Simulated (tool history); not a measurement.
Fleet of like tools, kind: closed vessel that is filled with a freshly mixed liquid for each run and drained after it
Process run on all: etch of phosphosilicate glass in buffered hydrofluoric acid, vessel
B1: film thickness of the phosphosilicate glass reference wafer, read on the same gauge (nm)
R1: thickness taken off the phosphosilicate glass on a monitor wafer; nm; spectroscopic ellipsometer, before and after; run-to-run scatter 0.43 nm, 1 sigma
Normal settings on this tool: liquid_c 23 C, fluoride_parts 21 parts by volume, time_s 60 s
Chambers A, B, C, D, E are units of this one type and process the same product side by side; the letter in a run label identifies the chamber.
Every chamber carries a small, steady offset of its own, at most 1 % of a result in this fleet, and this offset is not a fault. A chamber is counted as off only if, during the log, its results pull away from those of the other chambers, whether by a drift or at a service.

{"run": "1C", "day": 0.55, "liquid_c": 23, "fluoride_parts": 21, "time_s": 60, "B1": 99.979, "R1": 134.4}
{"run": "2B", "day": 0.875, "liquid_c": 23, "fluoride_parts": 21, "time_s": 60, "B1": 100.02, "R1": 134.68}
{"run": "3A", "day": 1.404, "liquid_c": 23, "fluoride_parts": 21, "time_s": 60, "B1": 99.994, "R1": 136.14}
{"run": "4E", "day": 1.838, "liquid_c": 23, "fluoride_parts": 21, "time_s": 60, "B1": 99.994, "R1": 135.75}
{"run": "5D", "day": 2.425, "liquid_c": 23, "fluoride_parts": 21, "time_s": 60, "B1": 99.995, "R1": 134.71}
{"run": "6B", "day": 2.946, "liquid_c": 18, "fluoride_parts": 21, "time_s": 60, "B1": 99.982, "R1": 101.91}
{"run": "7C", "day": 3.292, "liquid_c": 18, "fluoride_parts": 21, "time_s": 60, "B1": 100.02, "R1": 102.51}
{"run": "8A", "day": 3.846, "liquid_c": 18, "fluoride_parts": 21, "time_s": 60, "B1": 99.988, "R1": 102.01}
{"run": "9D", "day": 4.392, "liquid_c": 18, "fluoride_parts": 21, "time_s": 60, "B1": 99.967, "R1": 102.74}
{"run": "10E", "day": 5.0, "liquid_c": 18, "fluoride_parts": 21, "time_s": 60, "B1": 99.998, "R1": 102.37}
{"run": "11A", "day": 5.508, "liquid_c": 23, "fluoride_parts": 21, "time_s": 60, "B1": 99.971, "R1": 134.86}
{"run": "12B", "day": 5.771, "liquid_c": 23, "fluoride_parts": 21, "time_s": 60, "B1": 100.02, "R1": 135.21}
{"run": "13C", "day": 6.138, "liquid_c": 23, "fluoride_parts": 21, "time_s": 60, "B1": 99.992, "R1": 135.09}
{"day": 6.238, "done": "chamber B: thermometer replaced"}
{"run": "14D", "day": 6.662, "liquid_c": 23, "fluoride_parts": 21, "time_s": 60, "B1": 99.999, "R1": 135.42}
{"run": "15E", "day": 6.983, "liquid_c": 23, "fluoride_parts": 21, "time_s": 60, "B1": 100.01, "R1": 135.08}
{"run": "16B", "day": 7.338, "liquid_c": 23, "fluoride_parts": 21, "time_s": 60, "B1": 99.998, "R1": 135.6}
{"run": "17C", "day": 7.688, "liquid_c": 23, "fluoride_parts": 21, "time_s": 60, "B1": 99.993, "R1": 135.07}
{"run": "18D", "day": 8.096, "liquid_c": 23, "fluoride_parts": 21, "time_s": 60, "B1": 100.05, "R1": 135.22}
{"run": "19A", "day": 8.458, "liquid_c": 23, "fluoride_parts": 21, "time_s": 60, "B1": 99.981, "R1": 133.76}
{"run": "20E", "day": 8.754, "liquid_c": 23, "fluoride_parts": 21, "time_s": 60, "B1": 100.01, "R1": 135.04}
{"run": "21E", "day": 9.067, "liquid_c": 23, "fluoride_parts": 21, "time_s": 60, "B1": 99.992, "R1": 134.91}
{"run": "22D", "day": 9.417, "liquid_c": 23, "fluoride_parts": 28.5, "time_s": 60, "B1": 99.976, "R1": 109.45}
{"run": "23B", "day": 9.867, "liquid_c": 23, "fluoride_parts": 28.5, "time_s": 60, "B1": 99.978, "R1": 109.39}
{"run": "24C", "day": 10.367, "liquid_c": 23, "fluoride_parts": 28.5, "time_s": 60, "B1": 100.01, "R1": 109.16}
{"run": "25A", "day": 10.65, "liquid_c": 23, "fluoride_parts": 28.5, "time_s": 60, "B1": 100.02, "R1": 107.74}
{"run": "26A", "day": 11.242, "liquid_c": 23, "fluoride_parts": 28.5, "time_s": 60, "B1": 100, "R1": 107.72}
{"run": "27C", "day": 11.567, "liquid_c": 23, "fluoride_parts": 21, "time_s": 60, "B1": 100, "R1": 134.9}
{"run": "28D", "day": 11.854, "liquid_c": 23, "fluoride_parts": 21, "time_s": 60, "B1": 100.02, "R1": 135.66}
{"run": "29B", "day": 12.421, "liquid_c": 23, "fluoride_parts": 21, "time_s": 60, "B1": 100, "R1": 134.88}
{"run": "30E", "day": 12.925, "liquid_c": 23, "fluoride_parts": 21, "time_s": 60, "B1": 100.03, "R1": 135.08}
{"run": "31B", "day": 13.433, "liquid_c": 23, "fluoride_parts": 21, "time_s": 60, "B1": 99.989, "R1": 134.87}
{"run": "32A", "day": 13.788, "liquid_c": 28, "fluoride_parts": 27.5, "time_s": 60, "B1": 100.01, "R1": 143.46}
{"run": "33D", "day": 14.317, "liquid_c": 28, "fluoride_parts": 27.5, "time_s": 60, "B1": 99.979, "R1": 147.58}
{"run": "34E", "day": 14.612, "liquid_c": 28, "fluoride_parts": 27.5, "time_s": 60, "B1": 100.04, "R1": 145.94}

Has any chamber moved away from the others, gradually or after a service, or does the common gauge drift, or do the chambers differ only by their own small steady offsets? State the chamber and the most likely cause if one applies.

Little by little, chamber A moves away from the other chambers.
What lies behind it: hydrofluoric acid flow below the setpoint (%) = 5.18.
The log may not separate it from: liquid colder than its thermometer reads (K).

Chamber A could run next with any of the 4 candidate recipes listed below; each alters the usual settings, and their results appear as question marks. Which one brings its results back in line with what the other chambers deliver on the usual settings?
In line means no further than this from the other chambers' mean on the usual settings: R1 1.5 nm
{"run": "35A-1", "day": 15.054, "liquid_c": 23, "fluoride_parts": 20.5, "time_s": 60, "R1": "?"}
{"run": "35A-2", "day": 15.054, "liquid_c": 23, "fluoride_parts": 21.5, "time_s": 60, "R1": "?"}
{"run": "35A-3", "day": 15.054, "liquid_c": 23, "fluoride_parts": 22, "time_s": 60, "R1": "?"}
{"run": "35A-4", "day": 15.054, "liquid_c": 23, "fluoride_parts": 20, "time_s": 60, "R1": "?"}

Other chambers, usual settings, mean: R1 135.14 nm
run=35A-1 R1=132.87
run=35A-2 R1=128.61
run=35A-3 R1=126.61
run=35A-4 R1=135.14
With 35A-4, the chamber falls back in line with the rest.
